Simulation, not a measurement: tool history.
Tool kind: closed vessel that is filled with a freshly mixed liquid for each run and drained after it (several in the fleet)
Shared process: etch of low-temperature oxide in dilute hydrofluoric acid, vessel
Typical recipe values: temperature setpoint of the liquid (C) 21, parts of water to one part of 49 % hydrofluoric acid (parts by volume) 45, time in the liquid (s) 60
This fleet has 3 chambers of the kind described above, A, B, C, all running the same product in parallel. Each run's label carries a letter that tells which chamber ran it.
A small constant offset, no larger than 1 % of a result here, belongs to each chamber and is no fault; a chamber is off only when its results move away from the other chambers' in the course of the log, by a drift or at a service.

run	hour	temperature setpoint of the liquid (C)	parts of water to one part of 49 % hydrofluoric acid (parts by volume)	time in the liquid (s)	read-back film thickness of the low-temperature oxide reference wafer, read on the same gauge (nm)	thickness taken off the low-temperature oxide on a monitor wafer (Å)
1A	4.3	21	45	60	120.01	291.76
2B	7.4	21	45	60	120.01	287.52
3C	10.4	21	45	60	120.01	286.93
4B	14.8	21	45	60	119.99	290
5C	19	21	45	60	120	289.3
6A	22.3	21	45	60	119.99	290.2
7C	25.4	21	45	60	119.99	282.61
8A	28.1	21	45	60	120	289.91
9B	32.2	21	45	60	120.02	290
10A	36.5	21	45	60	120	290.57
11B	40.3	21	45	60	120	292.28
12C	44.2	21	50	60	119.99	257.83
13B	48.6	21	50	60	120	258.04
14A	52.5	21	50	60	119.99	258.19
15C	57.4	21	45	60	120.01	287.34
16A	60.8	21	45	60	120.02	287.43
17C	63.7	21	45	60	120.01	288.84
18B	66.8	21	45	60	120.02	292.23
19B	71.6	21	45	60	120	291.51
20C	73.9	21	45	60	120.01	291.35
21A	76.5	21	45	60	119.98	282.24
22A	79.3	21	45	60	120.02	281.2
23B	82.7	21	45	60	120	291.5
24C	85.9	21	45	60	119.99	287.77
25B	89.4	21	45	60	119.99	289.39
26A	93.4	21	45	60	119.99	278.34
27C	98	21	45	60	120	288.35
28C	100.2	21	45	60	120	290.76
29B	102.3	21	45	60	120.01	290.02
30A	106.1	21	45	60	120.01	270.6
# hour 108.3: chamber C: hydrofluoric acid flow meter replaced
31A	110.6	21	45	60	119.98	273.79
32B	112.9	21	45	60	119.99	290.81
33C	117.2	23.5	45	40	120	212.26
34B	120.5	23.5	45	40	120	215.99
35A	124.5	23.5	45	40	120	200.41
36C	128.6	21	45	60	119.98	291.11
37A	131.4	21	45	60	119.99	266.9

What goes on in this fleet: one chamber off, a drifting gauge, or nothing beyond the chambers' own small offsets? Name the chamber and the cause, if any.

Little by little, chamber A moves away from the other chambers.
Cause: liquid colder than its thermometer reads (K) = 1.77.
From this log alone, it may not be told apart from: hydrofluoric acid flow below the setpoint (%).

Chamber A could run next with any of the 4 candidate recipes listed below; each alters the usual settings, and their results appear as question marks. Which one brings its results back in line with what the other chambers deliver on the usual settings?
In line means no further than this from the other chambers' mean on the usual settings: thickness taken off the low-temperature oxide on a monitor wafer (Å) 6.8
38A-1	134.9	20	50	60		?
38A-2	134.9	22.5	45	60		?
38A-3	134.9	21	45	70		?
38A-4	134.9	19.5	45	60		?

The other chambers' mean on the usual settings: thickness taken off the low-temperature oxide on a monitor wafer (Å) 289.41
run	thickness taken off the low-temperature oxide on a monitor wafer (Å)
38A-1	230.2
38A-2	286.31
38A-3	313.07
38A-4	251.32
38A-2 brings the chamber back in line.
